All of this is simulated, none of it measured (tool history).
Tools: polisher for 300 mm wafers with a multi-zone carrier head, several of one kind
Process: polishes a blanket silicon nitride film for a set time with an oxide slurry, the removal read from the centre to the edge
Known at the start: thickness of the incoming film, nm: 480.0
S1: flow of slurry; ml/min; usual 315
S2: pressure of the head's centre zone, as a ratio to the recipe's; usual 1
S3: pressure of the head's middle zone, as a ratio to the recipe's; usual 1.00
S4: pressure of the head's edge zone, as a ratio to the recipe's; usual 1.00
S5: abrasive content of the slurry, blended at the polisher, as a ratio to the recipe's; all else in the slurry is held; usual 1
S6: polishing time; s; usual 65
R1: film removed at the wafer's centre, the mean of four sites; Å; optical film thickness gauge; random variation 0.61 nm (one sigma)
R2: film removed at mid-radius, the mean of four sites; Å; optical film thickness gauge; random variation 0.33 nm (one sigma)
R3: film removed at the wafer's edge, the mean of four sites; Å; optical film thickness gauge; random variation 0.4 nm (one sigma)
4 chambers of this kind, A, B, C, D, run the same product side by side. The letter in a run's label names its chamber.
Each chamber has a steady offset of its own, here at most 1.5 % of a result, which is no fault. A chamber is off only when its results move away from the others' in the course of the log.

| run | hour | S1 | S2 | S3 | S4 | S5 | S6 | R1 | R2 | R3 |
|---|---|---|---|---|---|---|---|---|---|---|
| 1D | 5.0 | 315 | 1 | 1.00 | 1.00 | 1 | 65 | 426.15 | 430.42 | 425.97 |
| 2C | 11.9 | 315 | 1 | 1.00 | 1.00 | 1 | 65 | 435.69 | 432.95 | 437.42 |
| 3A | 20.2 | 315 | 1 | 1.00 | 1.00 | 1 | 65 | 425.18 | 429.94 | 422.25 |
| 4B | 25.8 | 315 | 1 | 1.00 | 1.00 | 1 | 65 | 423.71 | 422.29 | 425.58 |
| 5B | 33.8 | 315 | 1 | 1.00 | 1.00 | 1 | 65 | 436.92 | 424.72 | 432.57 |
| 6C | 40.4 | 315 | 1 | 1.00 | 1.00 | 1 | 65 | 415.25 | 436.78 | 432.24 |
| 7A | 49.5 | 315 | 1 | 0.91 | 1.00 | 1 | 65 | 424.42 | 392.03 | 431.54 |
| 8D | 60.1 | 315 | 1 | 0.91 | 1.00 | 1 | 65 | 427.72 | 395.69 | 428.02 |
|  | 66.4 | chamber B: worn pad replaced by a new one |
| 9A | 69.4 | 315 | 1 | 0.91 | 1.00 | 1 | 65 | 425.99 | 393.23 | 425.97 |
|  | 73.3 | chamber B: slurry nozzle cleaned |
|  | 75.8 | chamber A: slurry nozzle cleaned |
| 10B | 80.5 | 315 | 1 | 0.91 | 1.00 | 1 | 65 | 445.17 | 392.02 | 426.23 |
| 11D | 87.5 | 315 | 1 | 1.00 | 1.00 | 1 | 65 | 425.84 | 432.93 | 426.98 |
|  | 89.1 | chamber D: worn pad replaced by a new one |
| 12C | 95.4 | 315 | 1 | 1.00 | 1.00 | 1 | 65 | 426.01 | 434.06 | 431.34 |
| 13B | 102.7 | 315 | 1 | 1.08 | 1.09 | 1 | 65 | 419.93 | 461.74 | 456.45 |
| 14D | 109.8 | 315 | 1 | 1.08 | 1.09 | 1 | 65 | 442.76 | 463.11 | 450.29 |
|  | 112.8 | chamber C: slurry nozzle cleaned |
| 15C | 120.5 | 315 | 1 | 1.08 | 1.09 | 1 | 65 | 427.57 | 456.32 | 438.93 |
| 16A | 130.5 | 315 | 1 | 1.08 | 1.09 | 1 | 65 | 429.45 | 454.80 | 443.83 |
| 17A | 137.7 | 315 | 1 | 0.93 | 1.00 | 1 | 65 | 427.40 | 400.42 | 430.11 |
| 18D | 143.2 | 315 | 1 | 0.93 | 1.00 | 1 | 65 | 424.25 | 403.52 | 432.55 |
|  | 147.9 | chamber A: worn pad replaced by a new one |
| 19B | 152.5 | 315 | 1 | 0.93 | 1.00 | 1 | 65 | 431.59 | 399.83 | 422.72 |
|  | 155.3 | chamber B: edge zone pressure recalibrated |
| 20C | 160.3 | 315 | 1 | 0.93 | 1.00 | 1 | 65 | 404.50 | 386.70 | 413.26 |
| 21D | 170.0 | 315 | 1 | 1.00 | 1.00 | 1 | 65 | 434.35 | 427.98 | 430.40 |
| 22A | 180.3 | 315 | 1 | 1.00 | 1.00 | 1 | 65 | 412.87 | 427.91 | 419.65 |
| 23B | 190.8 | 315 | 1 | 1.00 | 1.00 | 1 | 65 | 435.44 | 430.94 | 429.72 |
| 24C | 197.9 | 315 | 1 | 1.00 | 1.00 | 1 | 65 | 400.36 | 403.53 | 398.88 |
|  | 199.2 | chamber D: worn pad replaced by a new one |
| 25B | 205.1 | 280 | 1 | 0.95 | 1.00 | 1 | 65 | 430.05 | 394.49 | 425.72 |
| 26C | 216.1 | 280 | 1 | 0.95 | 1.00 | 1 | 65 | 391.36 | 381.52 | 392.84 |
| 27A | 223.7 | 280 | 1 | 0.95 | 1.00 | 1 | 65 | 422.72 | 409.58 | 421.55 |
| 28D | 232.6 | 280 | 1 | 0.95 | 1.00 | 1 | 65 | 422.38 | 408.34 | 423.20 |

What goes on in this fleet: one chamber off, a drifting gauge, or nothing beyond the chambers' own small offsets? Name the chamber and the cause, if any.

Chamber C drifts away from the others.
Cause: removal rate lost through wear of the pad, % = 9.65.

Here are 4 candidates for chamber C's next run, each the usual settings with a change, their results left as question marks. Which one brings its results back in line with what the others give on the usual settings?
In line means no further than this from the other chambers' mean on the usual settings: R1 21.00 Å; R2 11.00 Å; R3 14.00 Å
| 29C-1 | 240.9 | 310 | 0.99 | 1.00 | 1.00 | 0.95 | 57 | ? | ? | ? |
| 29C-2 | 240.9 | 315 | 1.01 | 1.00 | 1.00 | 1.05 | 70 | ? | ? | ? |
| 29C-3 | 240.9 | 320 | 1.01 | 1.00 | 1.00 | 1.05 | 73 | ? | ? | ? |
| 29C-4 | 240.9 | 310 | 0.99 | 1.00 | 1.00 | 1.00 | 60 | ? | ? | ? |

The other chambers' mean on the usual settings: R1 428.12 Å; R2 427.53 Å; R3 429.18 Å
| run | R1 | R2 | R3 |
|---|---|---|---|
| 29C-1 | 329.96 | 333.52 | 333.73 |
| 29C-2 | 434.18 | 429.20 | 429.37 |
| 29C-3 | 453.51 | 448.23 | 448.26 |
| 29C-4 | 355.62 | 359.45 | 359.68 |
29C-2 brings the chamber back in line.

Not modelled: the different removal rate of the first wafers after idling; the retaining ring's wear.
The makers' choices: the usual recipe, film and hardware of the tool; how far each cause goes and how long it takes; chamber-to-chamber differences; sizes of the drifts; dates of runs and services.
